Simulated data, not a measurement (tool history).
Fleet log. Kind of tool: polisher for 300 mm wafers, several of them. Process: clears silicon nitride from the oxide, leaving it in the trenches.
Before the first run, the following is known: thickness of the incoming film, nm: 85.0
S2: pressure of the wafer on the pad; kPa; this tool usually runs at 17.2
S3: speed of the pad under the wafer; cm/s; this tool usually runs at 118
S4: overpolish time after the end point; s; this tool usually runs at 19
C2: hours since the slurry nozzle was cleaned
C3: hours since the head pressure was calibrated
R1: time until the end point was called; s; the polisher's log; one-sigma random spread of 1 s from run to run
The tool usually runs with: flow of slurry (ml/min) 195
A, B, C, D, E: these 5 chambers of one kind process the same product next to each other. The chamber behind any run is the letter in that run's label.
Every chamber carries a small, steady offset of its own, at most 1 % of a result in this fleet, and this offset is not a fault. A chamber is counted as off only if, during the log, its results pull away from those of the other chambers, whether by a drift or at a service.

-- day=0.104 chamber D: slurry nozzle cleaned
run 1A day=0.150 | flow_of_slurry_(ml/min)=195 S2=17.2 S3=118 S4=19 | wafers_polished_on_this_pad=417 C2=551.3 C3=366.4 | R1=88.931
run 2E day=0.258 | flow_of_slurry_(ml/min)=195 S2=17.2 S3=118 S4=19 | wafers_polished_on_this_pad=67 C2=69.1 C3=344.1 | R1=90.085
run 3C day=0.392 | flow_of_slurry_(ml/min)=195 S2=17.2 S3=118 S4=19 | wafers_polished_on_this_pad=1374 C2=54.2 C3=109.0 | R1=90.097
run 4B day=0.483 | flow_of_slurry_(ml/min)=195 S2=17.2 S3=118 S4=19 | wafers_polished_on_this_pad=321 C2=84.0 C3=792.2 | R1=90.115
run 5D day=0.592 | flow_of_slurry_(ml/min)=195 S2=17.2 S3=118 S4=19 | wafers_polished_on_this_pad=763 C2=11.7 C3=693.8 | R1=90.869
run 6C day=0.696 | flow_of_slurry_(ml/min)=195 S2=17.2 S3=118 S4=19 | wafers_polished_on_this_pad=1447 C2=61.5 C3=116.3 | R1=90.646
run 7B day=0.808 | flow_of_slurry_(ml/min)=195 S2=17.2 S3=118 S4=19 | wafers_polished_on_this_pad=400 C2=91.8 C3=800.0 | R1=90.202
-- day=0.850 chamber C: worn pad replaced by a new one
run 8A day=0.962 | flow_of_slurry_(ml/min)=195 S2=17.2 S3=118 S4=19 | wafers_polished_on_this_pad=614 C2=570.8 C3=385.9 | R1=90.953
run 9D day=1.112 | flow_of_slurry_(ml/min)=195 S2=11.7 S3=118 S4=19 | wafers_polished_on_this_pad=889 C2=24.2 C3=706.3 | R1=132.310
run 10E day=1.271 | flow_of_slurry_(ml/min)=195 S2=11.7 S3=118 S4=19 | wafers_polished_on_this_pad=312 C2=93.4 C3=368.4 | R1=137.370
run 11E day=1.371 | flow_of_slurry_(ml/min)=195 S2=11.7 S3=118 S4=19 | wafers_polished_on_this_pad=336 C2=95.8 C3=370.8 | R1=135.860
run 12B day=1.471 | flow_of_slurry_(ml/min)=195 S2=11.7 S3=118 S4=19 | wafers_polished_on_this_pad=560 C2=107.7 C3=815.9 | R1=130.460
run 13D day=1.621 | flow_of_slurry_(ml/min)=195 S2=11.7 S3=118 S4=19 | wafers_polished_on_this_pad=1012 C2=36.4 C3=718.5 | R1=133.420
run 14A day=1.721 | flow_of_slurry_(ml/min)=195 S2=17.2 S3=118 S4=19 | wafers_polished_on_this_pad=797 C2=589.0 C3=404.1 | R1=89.234
run 15C day=1.867 | flow_of_slurry_(ml/min)=195 S2=17.2 S3=118 S4=19 | wafers_polished_on_this_pad=246 C2=89.6 C3=144.4 | R1=88.961
run 16C day=2.004 | flow_of_slurry_(ml/min)=195 S2=17.2 S3=138 S4=19 | wafers_polished_on_this_pad=279 C2=92.9 C3=147.7 | R1=78.308
-- day=2.046 chamber B: worn pad replaced by a new one
run 17E day=2.088 | flow_of_slurry_(ml/min)=195 S2=17.2 S3=138 S4=19 | wafers_polished_on_this_pad=510 C2=113.0 C3=388.0 | R1=77.514
run 18A day=2.258 | flow_of_slurry_(ml/min)=195 S2=17.2 S3=138 S4=19 | wafers_polished_on_this_pad=927 C2=601.9 C3=417.0 | R1=76.871
run 19D day=2.421 | flow_of_slurry_(ml/min)=195 S2=17.2 S3=138 S4=19 | wafers_polished_on_this_pad=1206 C2=55.6 C3=737.7 | R1=78.396
run 20B day=2.500 | flow_of_slurry_(ml/min)=195 S2=17.2 S3=138 S4=19 | wafers_polished_on_this_pad=110 C2=132.4 C3=840.6 | R1=77.879
run 21E day=2.658 | flow_of_slurry_(ml/min)=195 S2=17.2 S3=118 S4=19 | wafers_polished_on_this_pad=648 C2=126.7 C3=401.7 | R1=91.134
run 22D day=2.817 | flow_of_slurry_(ml/min)=195 S2=17.2 S3=118 S4=19 | wafers_polished_on_this_pad=1301 C2=65.1 C3=747.2 | R1=89.294
-- day=2.900 chamber A: slurry nozzle cleaned
-- day=2.900 chamber E: worn pad replaced by a new one
run 23B day=2.988 | flow_of_slurry_(ml/min)=170 S2=13.8 S3=118 S4=19 | wafers_polished_on_this_pad=228 C2=144.1 C3=852.3 | R1=116.970
run 24A day=3.083 | flow_of_slurry_(ml/min)=170 S2=13.8 S3=118 S4=19 | wafers_polished_on_this_pad=1126 C2=4.5 C3=436.8 | R1=115.210
run 25C day=3.171 | flow_of_slurry_(ml/min)=170 S2=13.8 S3=118 S4=19 | wafers_polished_on_this_pad=561 C2=120.9 C3=175.7 | R1=114.420
run 26B day=3.288 | flow_of_slurry_(ml/min)=170 S2=13.8 S3=118 S4=19 | wafers_polished_on_this_pad=300 C2=151.3 C3=859.5 | R1=112.570
-- day=3.329 chamber A: worn pad replaced by a new one
-- day=3.354 chamber D: worn pad replaced by a new one
run 27D day=3.462 | flow_of_slurry_(ml/min)=170 S2=13.8 S3=118 S4=19 | wafers_polished_on_this_pad=26 C2=80.6 C3=762.7 | R1=114.060
run 28A day=3.638 | flow_of_slurry_(ml/min)=195 S2=17.2 S3=118 S4=19 | wafers_polished_on_this_pad=74 C2=17.8 C3=450.1 | R1=91.846
run 29E day=3.733 | flow_of_slurry_(ml/min)=195 S2=17.2 S3=118 S4=19 | wafers_polished_on_this_pad=202 C2=152.5 C3=427.5 | R1=91.503
run 30C day=3.888 | flow_of_slurry_(ml/min)=195 S2=17.2 S3=118 S4=19 | wafers_polished_on_this_pad=734 C2=138.1 C3=192.9 | R1=90.440
run 31A day=4.058 | flow_of_slurry_(ml/min)=195 S2=17.2 S3=118 S4=19 | wafers_polished_on_this_pad=176 C2=27.9 C3=460.2 | R1=90.168
run 32B day=4.150 | flow_of_slurry_(ml/min)=195 S2=17.2 S3=118 S4=19 | wafers_polished_on_this_pad=509 C2=172.0 C3=880.2 | R1=89.482
run 33E day=4.300 | flow_of_slurry_(ml/min)=195 S2=17.2 S3=118 S4=19 | wafers_polished_on_this_pad=339 C2=166.1 C3=441.1 | R1=88.959
run 34C day=4.425 | flow_of_slurry_(ml/min)=195 S2=17.2 S3=118 S4=19 | wafers_polished_on_this_pad=864 C2=151.0 C3=205.8 | R1=89.749
run 35D day=4.571 | flow_of_slurry_(ml/min)=160 S2=21.4 S3=118 S4=19 | wafers_polished_on_this_pad=294 C2=107.2 C3=789.3 | R1=75.883
run 36E day=4.729 | flow_of_slurry_(ml/min)=160 S2=21.4 S3=118 S4=19 | wafers_polished_on_this_pad=443 C2=176.4 C3=451.4 | R1=74.308
run 37A day=4.850 | flow_of_slurry_(ml/min)=160 S2=21.4 S3=118 S4=19 | wafers_polished_on_this_pad=367 C2=46.9 C3=479.2 | R1=74.535
-- day=4.921 chamber B: worn pad replaced by a new one
run 38D day=4.938 | flow_of_slurry_(ml/min)=160 S2=21.4 S3=118 S4=19 | wafers_polished_on_this_pad=383 C2=116.0 C3=798.1 | R1=77.116
run 39C day=5.038 | flow_of_slurry_(ml/min)=160 S2=21.4 S3=118 S4=19 | wafers_polished_on_this_pad=1013 C2=165.7 C3=220.5 | R1=74.674
run 40B day=5.129 | flow_of_slurry_(ml/min)=195 S2=17.2 S3=118 S4=19 | wafers_polished_on_this_pad=51 C2=195.5 C3=903.7 | R1=89.894

Next, all 5 chambers run the settings below, one line each with question marks for the results. What does each chamber give?
run 41A day=5.258 | flow_of_slurry_(ml/min)=260 S2=17.2 S3=118 S4=19 | R1=?
run 41B day=5.258 | flow_of_slurry_(ml/min)=260 S2=17.2 S3=118 S4=19 | R1=?
run 41C day=5.258 | flow_of_slurry_(ml/min)=260 S2=17.2 S3=118 S4=19 | R1=?
run 41D day=5.258 | flow_of_slurry_(ml/min)=260 S2=17.2 S3=118 S4=19 | R1=?
run 41E day=5.258 | flow_of_slurry_(ml/min)=260 S2=17.2 S3=118 S4=19 | R1=?

run=41A R1=85.805
run=41B R1=87.990
run=41C R1=86.130
run=41D R1=86.672
run=41E R1=87.938
